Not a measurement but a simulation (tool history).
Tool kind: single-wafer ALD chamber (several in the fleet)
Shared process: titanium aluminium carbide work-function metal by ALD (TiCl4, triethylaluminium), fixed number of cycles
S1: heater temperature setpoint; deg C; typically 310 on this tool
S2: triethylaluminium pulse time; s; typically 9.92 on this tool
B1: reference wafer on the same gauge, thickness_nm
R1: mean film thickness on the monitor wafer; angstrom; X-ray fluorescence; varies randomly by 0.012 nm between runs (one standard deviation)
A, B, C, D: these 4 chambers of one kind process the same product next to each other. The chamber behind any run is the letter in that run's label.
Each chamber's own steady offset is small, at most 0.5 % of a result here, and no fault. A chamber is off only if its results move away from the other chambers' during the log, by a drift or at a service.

{"run": "1C", "hour": 6.8, "S1": 310, "S2": 9.92, "B1": 1.6682, "R1": 21.016}
{"run": "2D", "hour": 16.1, "S1": 310, "S2": 9.92, "B1": 1.6695, "R1": 20.78}
{"run": "3B", "hour": 21.3, "S1": 310, "S2": 9.92, "B1": 1.6716, "R1": 20.456}
{"run": "4A", "hour": 28.5, "S1": 310, "S2": 9.92, "B1": 1.6672, "R1": 21.003}
{"run": "5D", "hour": 35.6, "S1": 324, "S2": 12.13, "B1": 1.6683, "R1": 22.745}
{"hour": 42.9, "done": "chamber D: triethylaluminium bottle replaced"}
{"run": "6C", "hour": 43.9, "S1": 324, "S2": 12.13, "B1": 1.67, "R1": 22.568}
{"run": "7A", "hour": 51.1, "S1": 324, "S2": 12.13, "B1": 1.6712, "R1": 22.231}
{"run": "8B", "hour": 58.7, "S1": 324, "S2": 12.13, "B1": 1.6665, "R1": 22.397}
{"run": "9C", "hour": 67.7, "S1": 310, "S2": 9.92, "B1": 1.6694, "R1": 20.914}
{"run": "10A", "hour": 72.8, "S1": 324, "S2": 6.25, "B1": 1.6668, "R1": 20.03}
{"run": "11D", "hour": 82.6, "S1": 324, "S2": 6.25, "B1": 1.6714, "R1": 20.192}
{"run": "12B", "hour": 91.4, "S1": 324, "S2": 6.25, "B1": 1.6686, "R1": 20.171}
{"run": "13A", "hour": 100.1, "S1": 324, "S2": 6.25, "B1": 1.6697, "R1": 19.941}
{"run": "14D", "hour": 108.0, "S1": 310, "S2": 9.92, "B1": 1.6713, "R1": 20.805}
{"hour": 113.3, "done": "chamber D: thermocouple changed; heater temperature recalibrated"}
{"run": "15C", "hour": 114.9, "S1": 310, "S2": 9.92, "B1": 1.6695, "R1": 20.822}
{"run": "16B", "hour": 120.9, "S1": 310, "S2": 9.92, "B1": 1.6701, "R1": 20.719}
{"run": "17D", "hour": 126.5, "S1": 310, "S2": 9.92, "B1": 1.6708, "R1": 20.766}
{"run": "18B", "hour": 133.3, "S1": 310, "S2": 9.92, "B1": 1.6713, "R1": 20.779}
{"run": "19A", "hour": 141.6, "S1": 310, "S2": 9.92, "B1": 1.6719, "R1": 20.498}
{"run": "20C", "hour": 146.4, "S1": 310, "S2": 9.92, "B1": 1.6702, "R1": 20.682}
{"run": "21A", "hour": 153.6, "S1": 310, "S2": 9.92, "B1": 1.6689, "R1": 20.717}
{"run": "22C", "hour": 160.9, "S1": 310, "S2": 9.92, "B1": 1.6673, "R1": 20.93}
{"run": "23B", "hour": 167.6, "S1": 310, "S2": 9.92, "B1": 1.6724, "R1": 20.543}
{"run": "24D", "hour": 175.2, "S1": 310, "S2": 9.92, "B1": 1.6721, "R1": 20.872}
{"run": "25A", "hour": 184.1, "S1": 310, "S2": 9.92, "B1": 1.6715, "R1": 20.648}
{"run": "26D", "hour": 191.0, "S1": 310, "S2": 9.92, "B1": 1.6696, "R1": 20.867}
{"run": "27C", "hour": 200.4, "S1": 310, "S2": 9.92, "B1": 1.6684, "R1": 20.737}
{"run": "28B", "hour": 209.0, "S1": 304, "S2": 6.61, "B1": 1.6675, "R1": 18.78}
{"run": "29A", "hour": 217.3, "S1": 304, "S2": 6.61, "B1": 1.6712, "R1": 17.869}
{"run": "30C", "hour": 221.7, "S1": 304, "S2": 6.61, "B1": 1.6689, "R1": 18.893}
{"hour": 222.2, "done": "chamber C: triethylaluminium bottle replaced"}
{"run": "31B", "hour": 229.4, "S1": 304, "S2": 6.61, "B1": 1.6715, "R1": 18.605}
{"run": "32D", "hour": 235.8, "S1": 310, "S2": 9.92, "B1": 1.6713, "R1": 20.851}
{"run": "33D", "hour": 244.2, "S1": 310, "S2": 9.92, "B1": 1.6695, "R1": 21.093}
{"run": "34B", "hour": 253.0, "S1": 310, "S2": 9.92, "B1": 1.6705, "R1": 20.557}
{"run": "35A", "hour": 262.1, "S1": 310, "S2": 9.92, "B1": 1.6682, "R1": 20.342}
{"run": "36C", "hour": 271.6, "S1": 310, "S2": 9.92, "B1": 1.6687, "R1": 20.757}
{"run": "37D", "hour": 276.1, "S1": 310, "S2": 9.92, "B1": 1.6718, "R1": 20.793}
{"run": "38A", "hour": 281.9, "S1": 310, "S2": 9.92, "B1": 1.671, "R1": 20.213}
{"run": "39B", "hour": 289.3, "S1": 304, "S2": 8.06, "B1": 1.6706, "R1": 19.539}

Each of the 4 chambers runs these same settings next. Fill in every chamber's results:
{"run": "40A", "hour": 296.4, "S1": 310, "S2": 11.63, "R1": "?"}
{"run": "40B", "hour": 296.4, "S1": 310, "S2": 11.63, "R1": "?"}
{"run": "40C", "hour": 296.4, "S1": 310, "S2": 11.63, "R1": "?"}
{"run": "40D", "hour": 296.4, "S1": 310, "S2": 11.63, "R1": "?"}

run=40A R1=20.673
run=40B R1=21.112
run=40C R1=21.078
run=40D R1=21.148
